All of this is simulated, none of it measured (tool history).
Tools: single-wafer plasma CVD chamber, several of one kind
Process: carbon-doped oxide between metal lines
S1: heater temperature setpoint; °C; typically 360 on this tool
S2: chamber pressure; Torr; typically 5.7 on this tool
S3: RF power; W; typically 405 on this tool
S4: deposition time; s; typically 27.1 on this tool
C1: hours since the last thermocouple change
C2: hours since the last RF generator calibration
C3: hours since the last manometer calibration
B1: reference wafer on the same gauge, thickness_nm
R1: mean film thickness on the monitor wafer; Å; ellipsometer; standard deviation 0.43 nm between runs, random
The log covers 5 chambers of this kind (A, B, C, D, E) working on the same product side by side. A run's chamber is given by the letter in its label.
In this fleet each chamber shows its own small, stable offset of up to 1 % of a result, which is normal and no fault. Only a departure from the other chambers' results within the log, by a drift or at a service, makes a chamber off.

| run | hour | S1 | S2 | S3 | S4 | C1 | C2 | C3 | B1 | R1 |
|---|---|---|---|---|---|---|---|---|---|---|
| 1A | 9.8 | 360 | 5.7 | 405 | 27.1 | 1210.6 | 465.8 | 2315.3 | 110.98 | 1180.9 |
|  | 21.1 | chamber B: capacitance manometer re-zeroed and calibrated |
| 2E | 21.6 | 360 | 5.7 | 405 | 27.1 | 774.4 | 879.5 | 472 | 111.03 | 1167.2 |
| 3C | 30.7 | 360 | 5.7 | 405 | 27.1 | 1652.3 | 1157.4 | 1211.3 | 110.93 | 1198.1 |
| 4B | 43.9 | 360 | 5.7 | 405 | 27.1 | 2143.3 | 604 | 22.8 | 111.06 | 1171 |
| 5D | 57 | 360 | 5.7 | 405 | 30.7 | 1307 | 941.6 | 255 | 110.96 | 1338.1 |
| 6B | 66.9 | 360 | 5.7 | 405 | 30.7 | 2166.3 | 627 | 45.8 | 110.96 | 1339.4 |
| 7C | 73.3 | 360 | 5.7 | 405 | 30.7 | 1694.9 | 1200 | 1253.9 | 111.04 | 1341.6 |
| 8E | 82.7 | 360 | 5.7 | 405 | 30.7 | 835.5 | 940.6 | 533.1 | 110.97 | 1336.5 |
| 9A | 94.5 | 360 | 5.7 | 405 | 30.7 | 1295.3 | 550.5 | 2400 | 111.02 | 1334.3 |
| 10D | 107.8 | 360 | 5.7 | 405 | 27.1 | 1357.8 | 992.4 | 305.8 | 110.94 | 1184.1 |
| 11A | 117.5 | 360 | 5.7 | 405 | 27.1 | 1318.3 | 573.5 | 2423 | 111.02 | 1174.4 |
| 12E | 129.9 | 360 | 5.7 | 405 | 27.1 | 882.7 | 987.8 | 580.3 | 111.03 | 1180.1 |
| 13C | 138.3 | 367 | 5.7 | 405 | 27.1 | 1759.9 | 1265 | 1318.9 | 111.14 | 1175.2 |
| 14B | 147.3 | 367 | 5.7 | 405 | 27.1 | 2246.7 | 707.4 | 126.2 | 110.95 | 1154.1 |
| 15D | 158.1 | 367 | 5.7 | 405 | 27.1 | 1408.1 | 1042.7 | 356.1 | 111 | 1171.4 |
| 16C | 169.5 | 367 | 5.7 | 405 | 27.1 | 1791.1 | 1296.2 | 1350.1 | 110.94 | 1179 |
| 17B | 183.4 | 367 | 5.7 | 405 | 27.1 | 2282.8 | 743.5 | 162.3 | 111.07 | 1160.7 |
| 18E | 191 | 360 | 5.7 | 405 | 27.1 | 943.8 | 1048.9 | 641.4 | 111.07 | 1174.7 |
| 19A | 197.6 | 360 | 5.7 | 405 | 27.1 | 1398.4 | 653.6 | 2503.1 | 110.94 | 1167.2 |
| 20D | 208.7 | 360 | 5.7 | 405 | 27.1 | 1458.7 | 1093.3 | 406.7 | 110.98 | 1180 |
| 21B | 220.3 | 360 | 5.7 | 405 | 27.1 | 2319.7 | 780.4 | 199.2 | 111.02 | 1176.6 |
| 22A | 233.4 | 360 | 5.7 | 405 | 27.1 | 1434.2 | 689.4 | 2538.9 | 110.96 | 1159.3 |
| 23D | 247.5 | 360 | 5.7 | 405 | 27.1 | 1497.5 | 1132.1 | 445.5 | 110.94 | 1190.5 |
|  | 251.7 | chamber A: thermocouple changed; heater temperature recalibrated |
| 24C | 258.3 | 360 | 5.7 | 405 | 27.1 | 1879.9 | 1385 | 1438.9 | 110.98 | 1195.2 |
| 25E | 271.1 | 360 | 5.7 | 405 | 27.1 | 1023.9 | 1129 | 721.5 | 110.94 | 1174.2 |
| 26E | 281 | 374 | 5.7 | 405 | 23.9 | 1033.8 | 1138.9 | 731.4 | 111.1 | 1003.5 |
| 27D | 290.9 | 374 | 5.7 | 405 | 23.9 | 1540.9 | 1175.5 | 488.9 | 110.94 | 1007.8 |
| 28A | 304.1 | 374 | 5.7 | 405 | 23.9 | 52.5 | 760.1 | 2609.6 | 111 | 989.29 |
| 29C | 315.4 | 374 | 5.7 | 405 | 23.9 | 1937 | 1442.1 | 1496 | 110.95 | 1018.1 |
| 30B | 324.3 | 374 | 5.7 | 405 | 23.9 | 2423.7 | 884.4 | 303.2 | 110.96 | 1008.4 |
|  | 331.8 | chamber B: thermocouple changed; heater temperature recalibrated |
| 31C | 335.6 | 360 | 5.7 | 405 | 27.1 | 1957.2 | 1462.3 | 1516.2 | 110.98 | 1198.3 |
| 32A | 342.5 | 360 | 5.7 | 405 | 27.1 | 90.9 | 798.5 | 2648 | 110.97 | 1146 |
| 33B | 351.9 | 360 | 5.7 | 405 | 22.7 | 20.2 | 912 | 330.8 | 110.99 | 998.36 |
| 34D | 362.6 | 360 | 5.7 | 405 | 22.7 | 1612.6 | 1247.2 | 560.6 | 111.06 | 997.3 |
|  | 366.9 | chamber C: thermocouple changed; heater temperature recalibrated |
| 35E | 371.2 | 360 | 5.7 | 405 | 22.7 | 1124 | 1229.1 | 821.6 | 111.05 | 983.39 |
| 36C | 377.7 | 360 | 5.7 | 405 | 22.7 | 10.8 | 1504.4 | 1558.3 | 111.01 | 1004.9 |
| 37E | 387.1 | 360 | 5.7 | 405 | 22.7 | 1139.9 | 1245 | 837.5 | 111.05 | 996.72 |

All 5 chambers run these settings next. Forecast each chamber's results:
| 38A | 397.7 | 360 | 5.7 | 405 | 27.1 |  |  |  |  | ? |
| 38B | 397.7 | 360 | 5.7 | 405 | 27.1 |  |  |  |  | ? |
| 38C | 397.7 | 360 | 5.7 | 405 | 27.1 |  |  |  |  | ? |
| 38D | 397.7 | 360 | 5.7 | 405 | 27.1 |  |  |  |  | ? |
| 38E | 397.7 | 360 | 5.7 | 405 | 27.1 |  |  |  |  | ? |

| run | R1 |
|---|---|
| 38A | 1142.1 |
| 38B | 1175.9 |
| 38C | 1199.9 |
| 38D | 1187.5 |
| 38E | 1173.6 |
